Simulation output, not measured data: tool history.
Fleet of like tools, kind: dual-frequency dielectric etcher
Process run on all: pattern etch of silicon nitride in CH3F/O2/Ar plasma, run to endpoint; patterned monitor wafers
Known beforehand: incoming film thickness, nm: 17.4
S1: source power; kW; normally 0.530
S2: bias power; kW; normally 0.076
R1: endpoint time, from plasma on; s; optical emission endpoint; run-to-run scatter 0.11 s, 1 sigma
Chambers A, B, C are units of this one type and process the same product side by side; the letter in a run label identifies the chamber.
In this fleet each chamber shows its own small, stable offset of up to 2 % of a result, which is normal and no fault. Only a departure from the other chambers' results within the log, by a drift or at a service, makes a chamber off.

run 1B hour=8.1 | S1=0.530 S2=0.076 | R1=22.253
-- hour=11.1 chamber B: wet clean of the chamber
run 2A hour=14.5 | S1=0.530 S2=0.076 | R1=22.096
run 3C hour=26.2 | S1=0.530 S2=0.076 | R1=21.821
run 4A hour=31.5 | S1=0.530 S2=0.076 | R1=22.273
run 5C hour=37.6 | S1=0.530 S2=0.076 | R1=21.801
run 6B hour=44.2 | S1=0.530 S2=0.076 | R1=22.044
run 7B hour=55.0 | S1=0.530 S2=0.076 | R1=22.049
run 8A hour=62.9 | S1=0.530 S2=0.076 | R1=22.203
run 9C hour=73.3 | S1=0.530 S2=0.076 | R1=21.861
run 10C hour=83.2 | S1=0.530 S2=0.076 | R1=21.799
run 11A hour=88.6 | S1=0.530 S2=0.076 | R1=22.173
run 12B hour=95.4 | S1=0.530 S2=0.076 | R1=22.086
run 13C hour=100.7 | S1=0.480 S2=0.068 | R1=23.487
run 14A hour=112.0 | S1=0.480 S2=0.068 | R1=24.025
run 15B hour=117.6 | S1=0.480 S2=0.068 | R1=23.959
run 16C hour=126.7 | S1=0.530 S2=0.076 | R1=21.810
run 17A hour=132.2 | S1=0.590 S2=0.060 | R1=22.947
run 18B hour=139.0 | S1=0.590 S2=0.060 | R1=23.030
-- hour=142.0 chamber C: wet clean of the chamber
-- hour=144.6 chamber A: wet clean of the chamber
run 19B hour=150.1 | S1=0.590 S2=0.060 | R1=22.749
run 20C hour=155.4 | S1=0.530 S2=0.076 | R1=21.693
run 21A hour=164.5 | S1=0.530 S2=0.076 | R1=22.292
run 22C hour=175.4 | S1=0.530 S2=0.076 | R1=21.872
run 23A hour=182.9 | S1=0.530 S2=0.076 | R1=22.393
run 24B hour=189.5 | S1=0.530 S2=0.076 | R1=22.054
run 25A hour=195.8 | S1=0.530 S2=0.076 | R1=22.338
run 26C hour=204.6 | S1=0.530 S2=0.076 | R1=21.739
run 27B hour=212.9 | S1=0.530 S2=0.076 | R1=22.040
run 28B hour=223.9 | S1=0.530 S2=0.076 | R1=22.233
run 29A hour=232.2 | S1=0.530 S2=0.076 | R1=22.303
run 30C hour=238.5 | S1=0.530 S2=0.076 | R1=21.739
run 31C hour=250.1 | S1=0.530 S2=0.076 | R1=21.954
run 32B hour=256.6 | S1=0.530 S2=0.076 | R1=22.020
run 33A hour=262.7 | S1=0.530 S2=0.076 | R1=22.046
run 34C hour=268.3 | S1=0.530 S2=0.076 | R1=21.836
-- hour=271.8 chamber B: source power generator calibrated
run 35A hour=278.1 | S1=0.600 S2=0.076 | R1=21.092
run 36B hour=288.0 | S1=0.600 S2=0.076 | R1=20.878
run 37C hour=293.5 | S1=0.600 S2=0.076 | R1=20.835
run 38A hour=299.6 | S1=0.530 S2=0.076 | R1=22.240
run 39B hour=310.7 | S1=0.530 S2=0.076 | R1=22.263
run 40A hour=318.7 | S1=0.530 S2=0.076 | R1=22.163
run 41C hour=327.2 | S1=0.530 S2=0.076 | R1=21.836

Each of the 3 chambers runs these same settings next. Fill in every chamber's results:
run 42A hour=335.8 | S1=0.530 S2=0.076 | R1=?
run 42B hour=335.8 | S1=0.530 S2=0.076 | R1=?
run 42C hour=335.8 | S1=0.530 S2=0.076 | R1=?

run=42A R1=22.449
run=42B R1=22.143
run=42C R1=21.721
